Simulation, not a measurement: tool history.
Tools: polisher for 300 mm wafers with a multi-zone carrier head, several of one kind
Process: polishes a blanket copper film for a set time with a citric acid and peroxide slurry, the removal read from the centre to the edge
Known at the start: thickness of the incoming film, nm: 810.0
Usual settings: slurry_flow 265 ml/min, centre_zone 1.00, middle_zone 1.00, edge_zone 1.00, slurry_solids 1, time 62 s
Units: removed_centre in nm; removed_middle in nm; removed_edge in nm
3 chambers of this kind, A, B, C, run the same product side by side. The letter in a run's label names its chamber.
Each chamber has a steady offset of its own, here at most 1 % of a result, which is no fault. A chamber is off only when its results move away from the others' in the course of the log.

run,hour,slurry_flow,centre_zone,middle_zone,edge_zone,slurry_solids,time,wafers polished on this pad,hours since the slurry nozzle was cleaned,hours since the centre zone pressure was calibrated,hours since the edge zone pressure was calibrated,removed_centre,removed_middle,removed_edge
1C,9.7,265,1.00,1.00,1.00,1,62,349,420.3,664.9,887.1,157.73,158.49,157.33
# hour 17.3: chamber A: worn pad replaced by a new one
2B,20.5,265,1.00,1.00,1.00,1,62,773,36.8,563.0,119.2,156.44,155.66,157.73
3A,27.7,265,1.00,1.00,1.00,1,62,86,207.5,1365.9,266.4,160.50,153.69,157.09
4C,38.5,265,1.00,1.00,1.00,1,62,587,449.1,693.7,915.9,159.60,155.49,158.37
5B,45.5,265,1.00,1.00,1.00,1,62,980,61.8,588.0,144.2,160.28,157.63,157.68
# hour 52.1: chamber C: worn pad replaced by a new one
6A,54.4,265,1.00,1.00,1.00,1,62,306,234.2,1392.6,293.1,157.65,155.70,156.54
7B,63.6,265,1.07,1.00,1.10,1,62,1130,79.9,606.1,162.3,172.78,155.29,163.55
# hour 73.6: chamber C: edge zone pressure recalibrated
8C,73.9,265,1.07,1.00,1.10,1,62,180,484.5,729.1,0.3,169.83,160.67,166.11
9A,80.2,265,1.07,1.00,1.10,1,62,519,260.0,1418.4,318.9,171.89,158.49,166.81
# hour 83.9: chamber A: slurry nozzle cleaned
# hour 89.4: chamber B: worn pad replaced by a new one
10B,91.2,265,1.00,1.00,1.00,1,62,15,107.5,633.7,189.9,157.08,154.45,157.80
11A,98.8,265,1.00,1.00,1.00,1,62,673,15.0,1437.0,337.5,156.14,158.43,156.64
12C,105.2,265,1.00,1.07,1.00,1,82,438,515.8,760.4,31.6,208.71,224.41,209.80
13B,111.3,265,1.00,1.07,1.00,1,82,181,127.6,653.8,210.0,211.18,220.42,207.97
14C,116.7,265,1.00,1.07,1.00,1,82,533,527.3,771.9,43.1,209.35,224.37,209.91
15A,125.6,265,1.00,1.00,1.00,1,62,894,41.8,1463.8,364.3,155.15,156.27,157.28
16A,133.4,265,1.00,1.00,1.00,1,62,959,49.6,1471.6,372.1,155.75,156.56,156.34
# hour 138.1: chamber C: worn pad replaced by a new one
17C,144.3,265,1.00,1.00,1.00,1,62,51,554.9,799.5,70.7,155.68,162.43,157.99
# hour 153.4: chamber A: worn pad replaced by a new one
18B,155.5,265,1.00,1.00,1.00,1,62,546,171.8,698.0,254.2,159.10,158.04,156.00
19C,164.2,265,1.00,1.00,1.00,1,62,216,574.8,819.4,90.6,160.31,159.18,160.06
20A,175.9,265,1.00,1.00,1.00,1,62,186,92.1,1514.1,414.6,158.22,157.08,155.70
21B,182.9,265,1.00,1.00,1.00,1,62,773,199.2,725.4,281.6,161.13,158.29,155.61
22C,188.1,265,1.00,0.91,1.00,1,62,413,598.7,843.3,114.5,158.93,145.67,157.38
23A,199.0,265,1.00,0.91,1.00,1,62,377,115.2,1537.2,437.7,158.14,143.54,157.88
24B,205.8,265,1.00,0.91,1.00,1,62,962,222.1,748.3,304.5,160.34,143.78,157.14
25C,213.5,265,1.00,1.00,1.00,1,62,623,624.1,868.7,139.9,158.98,158.27,156.22
26A,222.4,265,1.00,1.00,1.00,1,62,570,138.6,1560.6,461.1,156.24,158.88,156.75
27B,228.1,265,1.00,1.00,1.00,1,62,1146,244.4,770.6,326.8,157.76,156.61,156.90
28B,235.1,265,1.00,1.00,1.00,1,62,1204,251.4,777.6,333.8,158.77,155.12,158.80
# hour 243.1: chamber C: worn pad replaced by a new one
29A,245.1,265,1.00,1.00,1.00,1,62,758,161.3,1583.3,483.8,159.13,156.80,155.24
# hour 250.2: chamber B: centre zone pressure recalibrated
30C,251.3,265,1.00,1.00,1.00,1,62,68,661.9,906.5,177.7,154.51,154.38,159.07
# hour 252.3: chamber B: worn pad replaced by a new one
31A,257.5,265,1.00,1.00,1.00,1,62,860,173.7,1595.7,496.2,156.40,160.13,157.45
32B,264.8,265,1.00,1.00,0.92,1,62,103,281.1,14.6,363.5,158.05,157.92,149.24
33C,272.2,265,1.00,1.00,0.92,1,62,240,682.8,927.4,198.6,158.02,159.36,151.99
34B,277.7,265,1.00,1.00,0.92,1,62,210,294.0,27.5,376.4,159.95,157.12,152.73
# hour 279.1: chamber A: worn pad replaced by a new one
35C,287.2,265,1.00,1.00,1.00,1,62,364,697.8,942.4,213.6,161.38,158.08,158.79
# hour 293.3: chamber A: centre zone pressure recalibrated
36A,297.0,265,1.00,1.00,1.00,1,62,148,213.2,3.8,535.7,156.71,154.17,158.24

What goes on in this fleet: one chamber off, a drifting gauge, or nothing beyond the chambers' own small offsets? Name the chamber and the cause, if any.

No chamber stands off beyond its own small offset, and the gauge holds steady.
